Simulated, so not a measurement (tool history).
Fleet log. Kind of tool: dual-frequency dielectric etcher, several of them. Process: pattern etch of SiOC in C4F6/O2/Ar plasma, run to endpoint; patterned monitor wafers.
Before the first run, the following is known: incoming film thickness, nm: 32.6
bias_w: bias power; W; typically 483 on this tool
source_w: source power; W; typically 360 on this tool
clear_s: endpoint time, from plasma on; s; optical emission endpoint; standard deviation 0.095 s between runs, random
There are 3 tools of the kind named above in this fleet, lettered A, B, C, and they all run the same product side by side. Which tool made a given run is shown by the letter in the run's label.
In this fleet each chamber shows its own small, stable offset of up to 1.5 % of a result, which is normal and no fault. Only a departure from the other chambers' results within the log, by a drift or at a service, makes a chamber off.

| run | hour | bias_w | source_w | clear_s |
|---|---|---|---|---|
| 1A | 6.6 | 483 | 360 | 11.574 |
| 2B | 12 | 483 | 360 | 11.514 |
| 3C | 20.6 | 483 | 360 | 11.541 |
| 4B | 25.8 | 483 | 360 | 11.526 |
| 5A | 34.8 | 483 | 360 | 11.793 |
| 6C | 44.3 | 596 | 440 | 10.003 |
|  | 45.9 | chamber B: wet clean of the chamber |
| 7B | 52.1 | 596 | 440 | 10.071 |
| 8C | 61.9 | 596 | 440 | 9.9031 |
| 9A | 68 | 483 | 360 | 11.548 |
| 10B | 76.9 | 483 | 360 | 11.756 |
|  | 81.5 | chamber C: wet clean of the chamber |
| 11A | 82.7 | 483 | 320 | 12.167 |
| 12C | 91.8 | 483 | 320 | 12.314 |
| 13A | 101.9 | 483 | 320 | 12.232 |
| 14C | 113.5 | 390 | 310 | 13.154 |
| 15B | 124.9 | 390 | 310 | 13.276 |
| 16B | 133.1 | 390 | 310 | 13.229 |
| 17C | 143.7 | 483 | 360 | 11.634 |
| 18A | 149 | 483 | 360 | 11.484 |
| 19C | 155 | 483 | 360 | 11.692 |
| 20B | 163.7 | 483 | 360 | 11.542 |
| 21A | 174.2 | 483 | 360 | 11.703 |
| 22C | 186.3 | 483 | 360 | 11.623 |
|  | 187.1 | chamber A: bias power generator calibrated |
| 23A | 197.3 | 543 | 300 | 12.032 |
| 24B | 206.5 | 543 | 300 | 11.968 |
|  | 211.7 | chamber A: wet clean of the chamber |
| 25C | 218 | 543 | 300 | 11.806 |
| 26A | 228.8 | 483 | 360 | 11.6 |
|  | 231.4 | chamber B: source power generator calibrated |
| 27B | 237.1 | 483 | 360 | 11.55 |
| 28A | 249.3 | 483 | 360 | 11.841 |
| 29B | 259.2 | 483 | 360 | 11.517 |
| 30C | 266 | 483 | 360 | 11.753 |
| 31C | 274.4 | 483 | 390 | 11.534 |
| 32B | 283.5 | 483 | 390 | 11.217 |
| 33A | 293.5 | 483 | 390 | 11.243 |
| 34C | 304.6 | 483 | 360 | 11.57 |

What goes on in this fleet: one chamber off, a drifting gauge, or nothing beyond the chambers' own small offsets? Name the chamber and the cause, if any.

Neither any chamber nor the gauge drifts; the chambers differ only by their own small, steady offsets.
